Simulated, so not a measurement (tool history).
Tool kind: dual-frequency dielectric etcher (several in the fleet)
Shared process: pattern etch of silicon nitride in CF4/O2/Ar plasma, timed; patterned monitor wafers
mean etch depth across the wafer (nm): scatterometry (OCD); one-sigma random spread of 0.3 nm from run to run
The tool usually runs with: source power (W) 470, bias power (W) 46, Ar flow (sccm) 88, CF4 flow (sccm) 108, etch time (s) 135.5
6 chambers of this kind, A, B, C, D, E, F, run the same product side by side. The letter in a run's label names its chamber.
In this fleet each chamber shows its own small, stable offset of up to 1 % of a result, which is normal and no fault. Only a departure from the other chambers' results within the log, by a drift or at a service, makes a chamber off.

run   hour  source power (W)  bias power (W)  Ar flow (sccm)  CF4 flow (sccm)  etch time (s)  read-back reference wafer on the same gauge, depth_nm  mean etch depth across the wafer (nm)
 1A    5.2               470              46              88              108          135.5                                                 225.99                                 241.86
 2B    8.4               470              46              88              108          135.5                                                 225.97                                 241.83
 3D   11.7               470              46              88              108          135.5                                                  226.1                                 242.66
 4F   15.6               470              46              88              108          135.5                                                 226.04                                 241.83
        17  -- chamber E: wet clean of the chamber
 5C   20.9               470              46              88              108          135.5                                                  226.2                                  242.4
 6E   26.7               580              46              77              108          135.5                                                 226.19                                 296.94
 7D   29.8               580              46              77              108          135.5                                                 226.14                                 295.94
 8C   33.2               580              46              77              108          135.5                                                 226.22                                 294.81
 9F   38.9               580              46              77              108          135.5                                                 226.21                                 296.85
10B   43.6               580              46              77              108          135.5                                                 226.23                                 295.12
11E   46.7               580              46              77              108          135.5                                                 226.29                                 297.19
12A   50.3               470              46              88              108          135.5                                                 226.35                                 241.41
13D   54.7               470              46              88              108          135.5                                                 226.37                                 243.07
14C   58.8               470              46              88              108          135.5                                                 226.32                                  242.4
15B   62.5               470              46              88              108          135.5                                                 226.39                                 242.04
16F   66.4               470              46              88              108          135.5                                                 226.43                                 242.39
17A   71.3               470              46              88              108          135.5                                                 226.43                                 241.73
18E     75               470              46              88              108          135.5                                                 226.41                                 242.39
19C   79.2               470              46              88              108          135.5                                                 226.46                                 242.26
20E   83.6               470              46              88              108          135.5                                                 226.55                                 242.79
21A   90.2               470              46              88              108          135.5                                                 226.57                                 241.21
        93  -- chamber A: CF4 flow controller replaced
22D   96.2               470              46              88              108          135.5                                                 226.55                                 243.16
23B   99.5               470              46              88              108          135.5                                                 226.57                                 242.24
     102.3  -- chamber E: bias power generator calibrated
24F  105.9               470              46              88              108          135.5                                                 226.66                                 242.29
25D  112.3               470              46              88              108          135.5                                                 226.67                                 242.79
26C  116.5               470              46              88              108          135.5                                                 226.75                                 242.96
27E  121.9               470              46              88              108          135.5                                                 226.65                                 243.67
28A  126.1               470              35              88              125          135.5                                                 226.82                                 223.73
29F  130.9               470              35              88              125          135.5                                                 226.83                                 224.39
30B  136.2               470              35              88              125          135.5                                                 226.87                                 224.59
31C  139.8               470              35              88              125          135.5                                                 226.77                                 224.43
32D  143.3               470              35              88              125          135.5                                                 226.85                                 225.56
33B  148.4               470              35              88              125          135.5                                                 226.89                                 224.05
34F  151.7               470              46              88              108          135.5                                                 226.96                                 242.63
35A  156.8               470              46              88              108          135.5                                                 226.98                                 242.22
36E    160               470              46              88              108          135.5                                                 226.92                                 243.39
37F    163               470              42              88              108          135.5                                                 226.94                                 234.84
38A  167.1               470              42              88              108          135.5                                                 227.02                                  234.4
39E  171.6               470              42              88              108          135.5                                                 227.05                                 235.48
40C  177.1               470              42              88              108          135.5                                                 227.07                                 235.22
41D    183               470              42              88              108          135.5                                                 227.11                                 236.47
42B  185.9               470              42              88              108          135.5                                                 227.12                                 235.33

Is one chamber off against the others, does the gauge drift, or is nothing wrong? If a chamber is off, say which, and what the likeliest cause is.

It is the gauge, not a chamber: its drift shows up in every chamber's results at once, and no chamber is off.
What lies behind it: gauge reads high (%) = 0.511.
